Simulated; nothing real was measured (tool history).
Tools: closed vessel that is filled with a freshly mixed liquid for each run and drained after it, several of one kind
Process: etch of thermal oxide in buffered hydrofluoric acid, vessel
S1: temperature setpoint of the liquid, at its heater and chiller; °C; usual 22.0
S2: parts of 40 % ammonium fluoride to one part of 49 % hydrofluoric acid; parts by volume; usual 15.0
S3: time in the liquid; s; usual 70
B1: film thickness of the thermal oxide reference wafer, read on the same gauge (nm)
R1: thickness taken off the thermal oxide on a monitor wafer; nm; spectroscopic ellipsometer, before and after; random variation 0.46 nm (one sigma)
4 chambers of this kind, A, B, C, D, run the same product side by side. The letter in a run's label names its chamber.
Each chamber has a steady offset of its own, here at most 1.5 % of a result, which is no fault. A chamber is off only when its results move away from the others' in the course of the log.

run	hour	S1	S2	S3	B1	R1
1B	10.5	22.0	15.0	70	99.964	49.596
2C	20.7	22.0	15.0	70	100.030	49.239
3D	31.9	22.0	15.0	70	99.974	47.430
4A	39.5	22.0	15.0	70	100.040	48.118
5C	46.0	22.0	15.0	70	100.030	48.291
6A	52.7	22.0	15.0	70	100.010	48.174
7B	63.0	22.0	15.0	70	100.010	49.363
8D	72.0	22.0	15.0	70	99.967	48.699
9B	78.6	22.0	15.0	70	99.951	49.465
10C	88.5	22.0	15.0	70	100.020	48.484
11D	98.8	22.0	12.0	95	99.984	81.714
12A	104.3	22.0	12.0	95	100.030	80.750
13C	110.8	22.0	12.0	95	100.000	82.626
14B	122.4	22.0	12.0	95	99.998	83.754
15A	134.1	22.0	15.0	70	99.950	48.172
16D	145.6	22.0	15.0	70	100.020	47.883
17D	151.2	22.0	15.0	70	100.020	48.031
18A	159.2	22.0	15.0	70	100.040	48.165
19C	167.8	19.5	20.0	70	99.965	32.742
20B	176.1	19.5	20.0	70	100.020	32.305
21D	185.7	19.5	20.0	70	100.060	31.340
22C	196.9	19.5	20.0	70	99.974	32.582
23B	207.5	22.0	15.0	70	100.010	49.696
24A	214.3	20.0	20.5	70	99.981	31.388
25B	222.6	20.0	20.5	70	99.984	32.905
26D	233.5	20.0	20.5	70	100.020	32.068
27C	244.7	20.0	20.5	70	99.986	33.415
28A	255.9	22.0	15.0	70	99.987	48.494
29B	266.2	22.0	15.0	70	100.030	49.447
30D	275.8	24.0	15.0	105	100.050	81.147
31A	282.4	24.0	15.0	105	100.020	80.998
32C	291.7	24.0	15.0	105	100.000	85.807
33D	302.6	24.0	15.0	105	99.924	81.976
34B	313.6	22.0	15.0	70	100.030	49.252
35C	324.0	17.5	15.0	70	100.010	40.269
36A	334.8	17.5	15.0	70	99.926	37.102
37B	340.1	17.5	15.0	70	100.050	38.146
38A	348.7	17.5	15.0	70	99.961	37.260
39D	354.0	18.5	15.0	55	100.000	30.821
40C	364.1	18.5	15.0	55	99.984	34.110
41C	371.4	18.5	15.0	55	100.030	34.027

Is one chamber off against the others, does the gauge drift, or is nothing wrong? If a chamber is off, say which, and what the likeliest cause is.

Chamber C drifts away from the others.
Cause: hydrofluoric acid flow above the setpoint (%) = 8.92.
The log may not tell that from: liquid hotter than its thermometer reads (K).

Here are 4 candidates for chamber C's next run, each the usual settings with a change, their results left as question marks. Which one brings its results back in line with what the others give on the usual settings?
In line means no further than this from the other chambers' mean on the usual settings: R1 1.600 nm
42C-1	379.7	22.0	14.5	70		?
42C-2	379.7	22.5	14.0	70		?
42C-3	379.7	21.5	15.0	70		?
42C-4	379.7	22.0	16.5	70		?

The other chambers' mean on the usual settings: R1 48.470 nm
run	R1
42C-1	54.798
42C-2	58.327
42C-3	51.562
42C-4	48.194
42C-4 brings the chamber back in line.
